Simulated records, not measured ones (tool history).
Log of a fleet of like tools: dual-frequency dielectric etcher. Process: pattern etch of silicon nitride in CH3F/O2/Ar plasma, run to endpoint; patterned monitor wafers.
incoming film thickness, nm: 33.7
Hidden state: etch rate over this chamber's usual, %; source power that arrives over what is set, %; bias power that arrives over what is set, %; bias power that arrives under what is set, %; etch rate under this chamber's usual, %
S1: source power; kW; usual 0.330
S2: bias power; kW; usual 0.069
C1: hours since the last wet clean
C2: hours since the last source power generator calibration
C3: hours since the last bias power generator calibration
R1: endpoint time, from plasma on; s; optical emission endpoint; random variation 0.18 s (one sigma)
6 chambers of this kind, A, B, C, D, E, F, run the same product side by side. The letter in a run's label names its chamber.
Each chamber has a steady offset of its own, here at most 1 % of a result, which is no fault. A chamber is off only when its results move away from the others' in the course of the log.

run    day     S1     S2     C1      C2      C3      R1
     0.217  -- chamber E: wet clean of the chamber
 1F  0.246  0.330  0.069  486.1  1354.1  1951.8  53.004
 2E  0.375  0.330  0.069    3.8  2857.9  1072.4  53.522
 3C  0.508  0.330  0.069  313.6    81.3   739.2  53.212
 4B  0.704  0.330  0.069  596.8  3335.4  2311.4  53.648
 5D  0.958  0.250  0.069   35.1   810.4  1236.7  60.147
 6A  1.112  0.250  0.069  301.8   261.9  1755.7  58.574
     1.333  -- chamber B: wet clean of the chamber
 7D  1.342  0.250  0.069   44.3   819.6  1245.9  59.325
 8B  1.596  0.250  0.069    6.4  3356.8  2332.8  59.631
 9A  1.775  0.250  0.069  317.7   277.8  1771.6  59.016
10F  1.996  0.250  0.069  528.1  1396.1  1993.8  58.944
11C  2.142  0.330  0.069  352.8   120.5   778.4  53.379
     2.271  -- chamber F: wet clean of the chamber
12E  2.283  0.330  0.069   49.6  2903.7  1118.2  53.280
13F  2.525  0.330  0.069    6.2  1408.8  2006.5  54.946
14E  2.700  0.250  0.069   59.6  2913.7  1128.2  59.591
15D  2.892  0.250  0.069   81.5   856.8  1283.1  60.045
16A  3.067  0.250  0.069  348.7   308.8  1802.6  58.929
17C  3.192  0.250  0.069  378.0   145.7   803.6  59.164
18B  3.396  0.250  0.069   49.6  3400.0  2376.0  59.877
19D  3.617  0.250  0.069   98.9   874.2  1300.5  60.100
20E  3.792  0.330  0.069   85.8  2939.9  1154.4  53.905
21B  3.988  0.360  0.055   63.8  3414.2  2390.2  56.326
22C  4.100  0.360  0.055  399.8   167.5   825.4  55.819
23A  4.275  0.360  0.055  377.7   337.8  1831.6  55.152
24F  4.479  0.360  0.055   53.1  1455.7  2053.4  56.838
25A  4.596  0.360  0.055  385.4   345.5  1839.3  55.229
26D  4.808  0.360  0.055  127.5   902.8  1329.1  56.084
27B  5.017  0.330  0.069   88.5  3438.9  2414.9  54.045
28C  5.233  0.330  0.069  427.0   194.7   852.6  53.448
29E  5.379  0.330  0.069  123.9  2978.0  1192.5  53.720
30F  5.496  0.330  0.069   77.5  1480.1  2077.8  54.676
31E  5.612  0.370  0.057  129.5  2983.6  1198.1  54.917
32A  5.733  0.370  0.057  412.7   372.8  1866.6  53.790
33D  5.875  0.370  0.057  153.1   928.4  1354.7  54.837
34F  6.088  0.370  0.057   91.7  1494.3  2092.0  55.669
     6.112  -- chamber B: bias power generator calibrated
35B  6.262  0.370  0.057  118.4  3468.8     3.6  54.780
36C  6.412  0.370  0.057  455.3   223.0   880.9  54.337
37A  6.604  0.330  0.069  433.6   393.7  1887.5  52.202

All 6 chambers run these settings next. Forecast each chamber's results:
38A  6.792  0.330  0.069               ?
38B  6.792  0.330  0.069               ?
38C  6.792  0.330  0.069               ?
38D  6.792  0.330  0.069               ?
38E  6.792  0.330  0.069               ?
38F  6.792  0.330  0.069               ?

run      R1
38A  52.553
38B  53.490
38C  53.457
38D  53.465
38E  53.791
38F  54.351

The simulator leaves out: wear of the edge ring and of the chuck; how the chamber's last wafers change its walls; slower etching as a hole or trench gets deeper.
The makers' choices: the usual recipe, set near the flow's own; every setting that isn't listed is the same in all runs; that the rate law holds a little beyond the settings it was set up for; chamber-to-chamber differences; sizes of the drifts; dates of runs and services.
